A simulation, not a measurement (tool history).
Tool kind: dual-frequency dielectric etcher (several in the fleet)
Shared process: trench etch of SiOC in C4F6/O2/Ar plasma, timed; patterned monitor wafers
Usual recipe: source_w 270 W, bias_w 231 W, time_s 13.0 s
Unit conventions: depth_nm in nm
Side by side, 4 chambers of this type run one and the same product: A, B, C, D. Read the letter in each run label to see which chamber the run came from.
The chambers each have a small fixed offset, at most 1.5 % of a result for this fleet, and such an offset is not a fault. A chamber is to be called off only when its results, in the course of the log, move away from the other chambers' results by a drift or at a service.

run	hour	source_w	bias_w	time_s	hours since the last wet clean	hours since the last source power generator calibration	hours since the last bias power generator calibration	read-back reference wafer on the same gauge, depth_nm	depth_nm
1A	3.4	270	231	13.0	348.9	965.8	1124.1	26.590	25.050
2B	7.3	270	231	13.0	276.5	2185.9	2455.4	26.579	25.239
3C	11.2	270	231	13.0	516.6	4097.6	1157.6	26.583	25.109
4D	14.3	270	231	13.0	634.8	566.0	545.3	26.569	25.453
# hour 15.7: chamber D: wet clean of the chamber
5D	18.0	270	231	13.0	2.3	569.7	549.0	26.577	25.432
6B	20.8	270	231	13.0	290.0	2199.4	2468.9	26.575	25.219
7A	23.1	270	283	11.0	368.6	985.5	1143.8	26.570	22.711
8C	25.7	270	283	11.0	531.1	4112.1	1172.1	26.579	22.735
9C	29.4	270	283	11.0	534.8	4115.8	1175.8	26.569	22.703
10D	33.9	270	283	11.0	18.2	585.6	564.9	26.548	23.084
11A	36.2	270	231	13.0	381.7	998.6	1156.9	26.548	25.083
# hour 39.7: chamber C: wet clean of the chamber
12B	40.0	270	231	13.0	309.2	2218.6	2488.1	26.542	25.204
13A	44.3	270	231	13.0	389.8	1006.7	1165.0	26.534	24.997
14D	46.4	270	231	13.0	30.7	598.1	577.4	26.532	25.397
15B	50.7	270	231	13.0	319.9	2229.3	2498.8	26.536	25.138
16C	55.0	270	231	13.0	15.4	4141.4	1201.4	26.528	25.035
17A	57.8	270	282	13.0	403.3	1020.2	1178.5	26.512	26.791
18C	60.3	270	282	13.0	20.7	4146.7	1206.7	26.517	26.770
19D	63.9	270	282	13.0	48.2	615.6	594.9	26.521	27.189
20B	67.2	270	282	13.0	336.4	2245.8	2515.3	26.509	26.957
21B	70.3	270	174	10.0	339.5	2248.9	2518.4	26.500	17.550
22D	72.7	270	174	10.0	57.0	624.4	603.7	26.499	17.767
23A	76.7	270	174	10.0	422.2	1039.1	1197.4	26.491	17.538
24C	79.3	270	174	10.0	39.7	4165.7	1225.7	26.494	17.519
25B	82.3	270	231	13.0	351.5	2260.9	2530.4	26.486	25.177
26C	84.8	270	231	13.0	45.2	4171.2	1231.2	26.482	25.004
27D	88.3	270	231	13.0	72.6	640.0	619.3	26.476	25.290
28A	91.5	270	231	13.0	437.0	1053.9	1212.2	26.475	24.967
29D	94.3	270	231	13.0	78.6	646.0	625.3	26.468	25.326
30C	97.9	270	231	13.0	58.3	4184.3	1244.3	26.474	24.973
31A	100.3	320	231	11.0	445.8	1062.7	1221.0	26.463	22.514
32B	104.9	320	231	11.0	374.1	2283.5	2553.0	26.455	22.663

For the next run the whole fleet of 4 chambers uses the same settings. Give each chamber's results:
33A	108.2	270	231	10.5					?
33B	108.2	270	231	10.5					?
33C	108.2	270	231	10.5					?
33D	108.2	270	231	10.5					?

run	depth_nm
33A	20.150
33B	20.309
33C	20.182
33D	20.441
